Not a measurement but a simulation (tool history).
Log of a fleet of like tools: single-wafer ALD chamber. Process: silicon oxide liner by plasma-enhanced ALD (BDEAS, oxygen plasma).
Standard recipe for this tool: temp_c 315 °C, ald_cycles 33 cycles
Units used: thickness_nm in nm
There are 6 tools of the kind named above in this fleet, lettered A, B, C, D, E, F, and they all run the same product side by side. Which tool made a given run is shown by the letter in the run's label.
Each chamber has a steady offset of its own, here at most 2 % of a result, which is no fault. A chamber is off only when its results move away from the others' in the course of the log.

run   hour  temp_c  ald_cycles  hours since the last thermocouple change  read-back reference wafer on the same gauge, thickness_nm  thickness_nm
 1B    6.1     315          33                                     555.9                                                     2.7697        3.0250
 2D   19.5     315          33                                    2748.0                                                     2.7690        3.0001
      19.8  -- chamber D: thermocouple changed; heater temperature recalibrated
 3E   25.5     315          33                                    1774.9                                                     2.7697        2.9472
 4C   38.4     315          33                                     973.0                                                     2.7689        3.0376
 5F   49.7     315          33                                    2235.1                                                     2.7685        2.9825
 6A   60.0     320          39                                    1162.6                                                     2.7684        3.4917
 7B   67.7     320          39                                     617.5                                                     2.7681        3.5459
 8F   74.2     320          39                                    2259.6                                                     2.7680        3.5050
 9A   84.9     320          39                                    1187.5                                                     2.7682        3.4860
10C   96.6     320          39                                    1031.2                                                     2.7673        3.5631
11D  107.4     320          39                                      87.7                                                     2.7673        3.5254
12E  120.0     315          33                                    1869.4                                                     2.7663        2.9446
13D  127.6     315          33                                     107.9                                                     2.7654        2.9989
     130.2  -- chamber F: thermocouple changed; heater temperature recalibrated
14B  134.6     315          33                                     684.4                                                     2.7666        3.0150
15F  143.6     315          33                                      13.4                                                     2.7663        2.9850
16E  153.3     315          33                                    1902.7                                                     2.7656        2.9436
17A  165.8     315          33                                    1268.4                                                     2.7655        2.9667
18C  177.9     315          33                                    1112.5                                                     2.7653        3.0367
19B  186.8     315          33                                     736.6                                                     2.7657        3.0201
20F  192.7     315          33                                      62.5                                                     2.7653        2.9858
21D  199.2     315          33                                     179.5                                                     2.7651        2.9986
22E  211.3     315          33                                    1960.7                                                     2.7640        2.9498
23A  224.6     315          33                                    1327.2                                                     2.7643        2.9633
24C  231.9     315          33                                    1166.5                                                     2.7638        3.0350
25F  243.9     315          33                                     113.7                                                     2.7639        2.9793
26D  252.3     315          33                                     232.6                                                     2.7635        2.9943
27E  264.3     315          31                                    2013.7                                                     2.7634        2.7623
28C  271.6     315          31                                    1206.2                                                     2.7628        2.8415
29B  284.8     315          31                                     834.6                                                     2.7630        2.8297
30A  297.8     315          31                                    1400.4                                                     2.7615        2.7818
31B  305.5     315          31                                     855.3                                                     2.7620        2.8312
32C  314.8     315          31                                    1249.4                                                     2.7615        2.8437
33A  327.3     315          33                                    1429.9                                                     2.7613        2.9612
34F  336.0     315          33                                     205.8                                                     2.7610        2.9801
35E  344.0     315          33                                    2093.4                                                     2.7605        2.9481
36D  354.3     315          33                                     334.6                                                     2.7611        2.9899
37E  366.1     315          33                                    2115.5                                                     2.7605        2.9370
38B  377.9     315          36                                     927.7                                                     2.7594        3.2874
39D  390.1     315          36                                     370.4                                                     2.7596        3.2593
40C  402.2     315          36                                    1336.8                                                     2.7598        3.2971
41A  413.0     315          36                                    1515.6                                                     2.7590        3.2304
42F  420.0     315          36                                     289.8                                                     2.7588        3.2529
43A  429.2     315          36                                    1531.8                                                     2.7586        3.2261

What goes on in this fleet: one chamber off, a drifting gauge, or nothing beyond the chambers' own small offsets? Name the chamber and the cause, if any.

None of the chambers is off. What moves is the gauge, dragging all their readings along together.
Most likely cause: gauge reads low (%) = 0.419.
